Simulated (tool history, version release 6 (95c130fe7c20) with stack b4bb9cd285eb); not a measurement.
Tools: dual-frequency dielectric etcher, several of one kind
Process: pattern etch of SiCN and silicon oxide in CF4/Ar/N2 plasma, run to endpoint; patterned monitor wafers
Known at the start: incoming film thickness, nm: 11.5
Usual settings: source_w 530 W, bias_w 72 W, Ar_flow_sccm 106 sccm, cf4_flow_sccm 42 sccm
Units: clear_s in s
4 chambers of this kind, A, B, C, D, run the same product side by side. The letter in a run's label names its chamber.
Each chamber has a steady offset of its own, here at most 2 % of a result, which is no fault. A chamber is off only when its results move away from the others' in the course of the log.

{"run": "1C", "hour": 5.2, "source_w": 530, "bias_w": 72, "Ar_flow_sccm": 106, "cf4_flow_sccm": 42, "clear_s": 12.675}
{"run": "2A", "hour": 14.5, "source_w": 530, "bias_w": 72, "Ar_flow_sccm": 106, "cf4_flow_sccm": 42, "clear_s": 12.601}
{"hour": 18.8, "done": "chamber A: wet clean of the chamber"}
{"run": "3B", "hour": 21.8, "source_w": 530, "bias_w": 72, "Ar_flow_sccm": 106, "cf4_flow_sccm": 42, "clear_s": 12.687}
{"run": "4D", "hour": 28.2, "source_w": 530, "bias_w": 72, "Ar_flow_sccm": 106, "cf4_flow_sccm": 42, "clear_s": 12.481}
{"run": "5D", "hour": 34.2, "source_w": 530, "bias_w": 72, "Ar_flow_sccm": 106, "cf4_flow_sccm": 42, "clear_s": 12.501}
{"run": "6C", "hour": 44.2, "source_w": 530, "bias_w": 72, "Ar_flow_sccm": 106, "cf4_flow_sccm": 42, "clear_s": 12.771}
{"run": "7B", "hour": 49.1, "source_w": 530, "bias_w": 72, "Ar_flow_sccm": 106, "cf4_flow_sccm": 42, "clear_s": 12.641}
{"run": "8A", "hour": 54.2, "source_w": 610, "bias_w": 72, "Ar_flow_sccm": 106, "cf4_flow_sccm": 45, "clear_s": 10.964}
{"run": "9A", "hour": 62.4, "source_w": 610, "bias_w": 72, "Ar_flow_sccm": 106, "cf4_flow_sccm": 45, "clear_s": 11.019}
{"run": "10C", "hour": 70.9, "source_w": 610, "bias_w": 72, "Ar_flow_sccm": 106, "cf4_flow_sccm": 45, "clear_s": 11.146}
{"run": "11B", "hour": 77.9, "source_w": 610, "bias_w": 72, "Ar_flow_sccm": 106, "cf4_flow_sccm": 45, "clear_s": 11.157}
{"hour": 81.4, "done": "chamber B: source power generator calibrated"}
{"run": "12D", "hour": 87.4, "source_w": 530, "bias_w": 59, "Ar_flow_sccm": 106, "cf4_flow_sccm": 35, "clear_s": 13.893}
{"run": "13A", "hour": 94.4, "source_w": 530, "bias_w": 59, "Ar_flow_sccm": 106, "cf4_flow_sccm": 35, "clear_s": 13.941}
{"run": "14B", "hour": 99.2, "source_w": 530, "bias_w": 59, "Ar_flow_sccm": 106, "cf4_flow_sccm": 35, "clear_s": 14.272}
{"run": "15C", "hour": 108.1, "source_w": 530, "bias_w": 59, "Ar_flow_sccm": 106, "cf4_flow_sccm": 35, "clear_s": 14.093}
{"run": "16D", "hour": 113.7, "source_w": 530, "bias_w": 72, "Ar_flow_sccm": 106, "cf4_flow_sccm": 42, "clear_s": 12.425}
{"run": "17D", "hour": 120.3, "source_w": 530, "bias_w": 72, "Ar_flow_sccm": 106, "cf4_flow_sccm": 42, "clear_s": 12.462}
{"run": "18A", "hour": 126.1, "source_w": 420, "bias_w": 72, "Ar_flow_sccm": 106, "cf4_flow_sccm": 33, "clear_s": 16.18}
{"run": "19C", "hour": 133.2, "source_w": 420, "bias_w": 72, "Ar_flow_sccm": 106, "cf4_flow_sccm": 33, "clear_s": 16.296}
{"run": "20B", "hour": 143.2, "source_w": 420, "bias_w": 72, "Ar_flow_sccm": 106, "cf4_flow_sccm": 33, "clear_s": 16.621}
{"run": "21B", "hour": 148.5, "source_w": 420, "bias_w": 72, "Ar_flow_sccm": 106, "cf4_flow_sccm": 33, "clear_s": 16.555}
{"run": "22D", "hour": 157.7, "source_w": 530, "bias_w": 72, "Ar_flow_sccm": 106, "cf4_flow_sccm": 42, "clear_s": 12.52}
{"run": "23C", "hour": 164.9, "source_w": 530, "bias_w": 72, "Ar_flow_sccm": 106, "cf4_flow_sccm": 42, "clear_s": 12.677}
{"run": "24A", "hour": 172.7, "source_w": 530, "bias_w": 72, "Ar_flow_sccm": 106, "cf4_flow_sccm": 42, "clear_s": 12.718}
{"run": "25D", "hour": 181.2, "source_w": 530, "bias_w": 72, "Ar_flow_sccm": 106, "cf4_flow_sccm": 42, "clear_s": 12.485}

Next, every chamber runs the same settings. What will each give?
{"run": "26A", "hour": 188.7, "source_w": 450, "bias_w": 72, "Ar_flow_sccm": 106, "cf4_flow_sccm": 42, "clear_s": "?"}
{"run": "26B", "hour": 188.7, "source_w": 450, "bias_w": 72, "Ar_flow_sccm": 106, "cf4_flow_sccm": 42, "clear_s": "?"}
{"run": "26C", "hour": 188.7, "source_w": 450, "bias_w": 72, "Ar_flow_sccm": 106, "cf4_flow_sccm": 42, "clear_s": "?"}
{"run": "26D", "hour": 188.7, "source_w": 450, "bias_w": 72, "Ar_flow_sccm": 106, "cf4_flow_sccm": 42, "clear_s": "?"}

run=26A clear_s=14.656
run=26B clear_s=15.150
run=26C clear_s=14.788
run=26D clear_s=14.388
